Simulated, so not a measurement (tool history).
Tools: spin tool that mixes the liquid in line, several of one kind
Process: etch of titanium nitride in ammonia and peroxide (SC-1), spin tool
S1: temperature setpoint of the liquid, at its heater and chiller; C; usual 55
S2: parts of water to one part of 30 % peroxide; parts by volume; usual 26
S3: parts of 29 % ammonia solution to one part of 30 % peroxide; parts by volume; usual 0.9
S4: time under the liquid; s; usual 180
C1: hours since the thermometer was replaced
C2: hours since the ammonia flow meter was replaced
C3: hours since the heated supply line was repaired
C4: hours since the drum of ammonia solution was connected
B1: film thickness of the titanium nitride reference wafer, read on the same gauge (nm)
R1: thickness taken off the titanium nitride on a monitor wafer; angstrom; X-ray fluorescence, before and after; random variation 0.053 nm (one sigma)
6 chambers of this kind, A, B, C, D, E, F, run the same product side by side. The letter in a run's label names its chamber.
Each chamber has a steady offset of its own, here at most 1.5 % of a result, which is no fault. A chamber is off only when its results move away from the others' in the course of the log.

run 1C hour=5.4 | S1=55 S2=26 S3=0.9 S4=180 | C1=1156.6 C2=1649.5 C3=3625.5 C4=413.7 | B1=70.01 | R1=127.92
run 2E hour=8.8 | S1=55 S2=26 S3=0.9 S4=180 | C1=928.3 C2=511 C3=137.1 C4=309.9 | B1=69.971 | R1=131.02
run 3B hour=12.1 | S1=55 S2=26 S3=0.9 S4=180 | C1=455.1 C2=1418.5 C3=1687.8 C4=44.8 | B1=69.998 | R1=127.94
run 4F hour=15.7 | S1=55 S2=26 S3=0.9 S4=180 | C1=244 C2=747.9 C3=1790.7 C4=518.9 | B1=69.977 | R1=129.79
run 5D hour=19 | S1=55 S2=26 S3=0.9 S4=180 | C1=1557.2 C2=388.8 C3=118.5 C4=326.3 | B1=69.991 | R1=130.17
run 6A hour=22.8 | S1=55 S2=26 S3=0.9 S4=180 | C1=572.9 C2=634.7 C3=81.4 C4=213.2 | B1=70.047 | R1=130.02
run 7D hour=26.5 | S1=48.5 S2=30 S3=0.9 S4=180 | C1=1564.7 C2=396.3 C3=126 C4=333.8 | B1=70.038 | R1=76.357
run 8F hour=32.5 | S1=48.5 S2=30 S3=0.9 S4=180 | C1=260.8 C2=764.7 C3=1807.5 C4=535.7 | B1=70.006 | R1=75.926
run 9C hour=35.3 | S1=48.5 S2=30 S3=0.9 S4=180 | C1=1186.5 C2=1679.4 C3=3655.4 C4=443.6 | B1=69.996 | R1=75.554
run 10E hour=39.9 | S1=48.5 S2=30 S3=0.9 S4=180 | C1=959.4 C2=542.1 C3=168.2 C4=341 | B1=69.973 | R1=76.586
run 11B hour=44.3 | S1=48.5 S2=30 S3=0.9 S4=180 | C1=487.3 C2=1450.7 C3=1720 C4=77 | B1=69.973 | R1=75.31
run 12A hour=48.5 | S1=48.5 S2=30 S3=0.9 S4=180 | C1=598.6 C2=660.4 C3=107.1 C4=238.9 | B1=69.97 | R1=77.124
run 13D hour=54.7 | S1=55 S2=26 S3=0.9 S4=180 | C1=1592.9 C2=424.5 C3=154.2 C4=362 | B1=69.958 | R1=131.04
run 14F hour=60.5 | S1=55 S2=26 S3=0.9 S4=180 | C1=288.8 C2=792.7 C3=1835.5 C4=563.7 | B1=69.993 | R1=129.87
run 15E hour=66.3 | S1=55 S2=26 S3=0.9 S4=235 | C1=985.8 C2=568.5 C3=194.6 C4=367.4 | B1=70.007 | R1=171.09
-- hour=68.4 chamber B: heated supply line repaired
-- hour=70.6 chamber C: heated supply line repaired
run 16B hour=72.5 | S1=55 S2=26 S3=0.9 S4=235 | C1=515.5 C2=1478.9 C3=4.1 C4=105.2 | B1=69.943 | R1=168.48
run 17C hour=75.6 | S1=55 S2=26 S3=0.9 S4=235 | C1=1226.8 C2=1719.7 C3=5 C4=483.9 | B1=69.994 | R1=165.9
run 18A hour=78.8 | S1=55 S2=26 S3=0.9 S4=235 | C1=628.9 C2=690.7 C3=137.4 C4=269.2 | B1=69.961 | R1=174.27
run 19A hour=83 | S1=55 S2=26 S3=0.9 S4=235 | C1=633.1 C2=694.9 C3=141.6 C4=273.4 | B1=69.992 | R1=174.04
run 20C hour=88.7 | S1=55 S2=26 S3=0.9 S4=235 | C1=1239.9 C2=1732.8 C3=18.1 C4=497 | B1=70.032 | R1=167.37
run 21B hour=93.7 | S1=55 S2=26 S3=0.9 S4=180 | C1=536.7 C2=1500.1 C3=25.3 C4=126.4 | B1=70.063 | R1=127.41
run 22E hour=98.7 | S1=55 S2=26 S3=0.9 S4=180 | C1=1018.2 C2=600.9 C3=227 C4=399.8 | B1=70.001 | R1=130.28
run 23F hour=104.3 | S1=55 S2=26 S3=0.9 S4=180 | C1=332.6 C2=836.5 C3=1879.3 C4=607.5 | B1=70.011 | R1=130.71
run 24D hour=109.4 | S1=55 S2=26 S3=0.9 S4=180 | C1=1647.6 C2=479.2 C3=208.9 C4=416.7 | B1=69.984 | R1=131.29
-- hour=110 chamber C: new drum of ammonia solution connected
run 25D hour=115.5 | S1=55 S2=26 S3=0.9 S4=180 | C1=1653.7 C2=485.3 C3=215 C4=422.8 | B1=69.972 | R1=130.29
-- hour=120 chamber B: ammonia flow meter replaced
run 26A hour=121.5 | S1=55 S2=22 S3=0.9 S4=180 | C1=671.6 C2=733.4 C3=180.1 C4=311.9 | B1=69.973 | R1=146.54
run 27F hour=127.5 | S1=55 S2=22 S3=0.9 S4=180 | C1=355.8 C2=859.7 C3=1902.5 C4=630.7 | B1=70.038 | R1=143.23
run 28B hour=133.6 | S1=55 S2=22 S3=0.9 S4=180 | C1=576.6 C2=13.7 C3=65.2 C4=166.3 | B1=70.011 | R1=140.97
run 29E hour=138 | S1=55 S2=22 S3=0.9 S4=180 | C1=1057.5 C2=640.2 C3=266.3 C4=439.1 | B1=69.996 | R1=142.92
run 30C hour=142.5 | S1=55 S2=22 S3=0.9 S4=180 | C1=1293.7 C2=1786.6 C3=71.9 C4=32.6 | B1=70.01 | R1=140.74
run 31B hour=147.7 | S1=55 S2=22 S3=0.9 S4=180 | C1=590.7 C2=27.8 C3=79.3 C4=180.4 | B1=69.992 | R1=140.31
run 32C hour=153.5 | S1=55 S2=26 S3=0.9 S4=180 | C1=1304.7 C2=1797.6 C3=82.9 C4=43.6 | B1=69.998 | R1=127.87
run 33A hour=157.3 | S1=55 S2=26 S3=0.9 S4=180 | C1=707.4 C2=769.2 C3=215.9 C4=347.7 | B1=70.053 | R1=134.96
run 34E hour=160.5 | S1=55 S2=26 S3=0.9 S4=180 | C1=1080 C2=662.7 C3=288.8 C4=461.6 | B1=70.031 | R1=129.2
run 35D hour=163.8 | S1=55 S2=26 S3=0.9 S4=180 | C1=1702 C2=533.6 C3=263.3 C4=471.1 | B1=70.03 | R1=130.99
run 36F hour=169.6 | S1=55 S2=26 S3=0.9 S4=180 | C1=397.9 C2=901.8 C3=1944.6 C4=672.8 | B1=70.013 | R1=130.42
run 37B hour=174.8 | S1=55 S2=26 S3=0.9 S4=180 | C1=617.8 C2=54.9 C3=106.4 C4=207.5 | B1=70.003 | R1=128.6
run 38E hour=181 | S1=55 S2=26 S3=0.9 S4=180 | C1=1100.5 C2=683.2 C3=309.3 C4=482.1 | B1=69.966 | R1=130.28
run 39D hour=185.9 | S1=55 S2=26 S3=0.9 S4=180 | C1=1724.1 C2=555.7 C3=285.4 C4=493.2 | B1=69.992 | R1=129.87

What goes on in this fleet: one chamber off, a drifting gauge, or nothing beyond the chambers' own small offsets? Name the chamber and the cause, if any.

Chamber A drifts away from the others.
Cause: liquid hotter than its thermometer reads (K) = 0.801.

Here are 4 candidates for chamber A's next run, each the usual settings with a change, their results left as question marks. Which one brings its results back in line with what the others give on the usual settings?
In line means no further than this from the other chambers' mean on the usual settings: R1 1.8 angstrom
run 40A-1 hour=190.3 | S1=55.5 S2=26 S3=0.9 S4=185 | R1=?
run 40A-2 hour=190.3 | S1=55 S2=25 S3=0.9 S4=180 | R1=?
run 40A-3 hour=190.3 | S1=55 S2=28.5 S3=0.85 S4=180 | R1=?
run 40A-4 hour=190.3 | S1=55 S2=27 S3=0.9 S4=180 | R1=?

The other chambers' mean on the usual settings: R1 129.44 angstrom
run=40A-1 R1=145.55
run=40A-2 R1=139.87
run=40A-3 R1=128.62
run=40A-4 R1=133.99
40A-3 brings the chamber back in line.
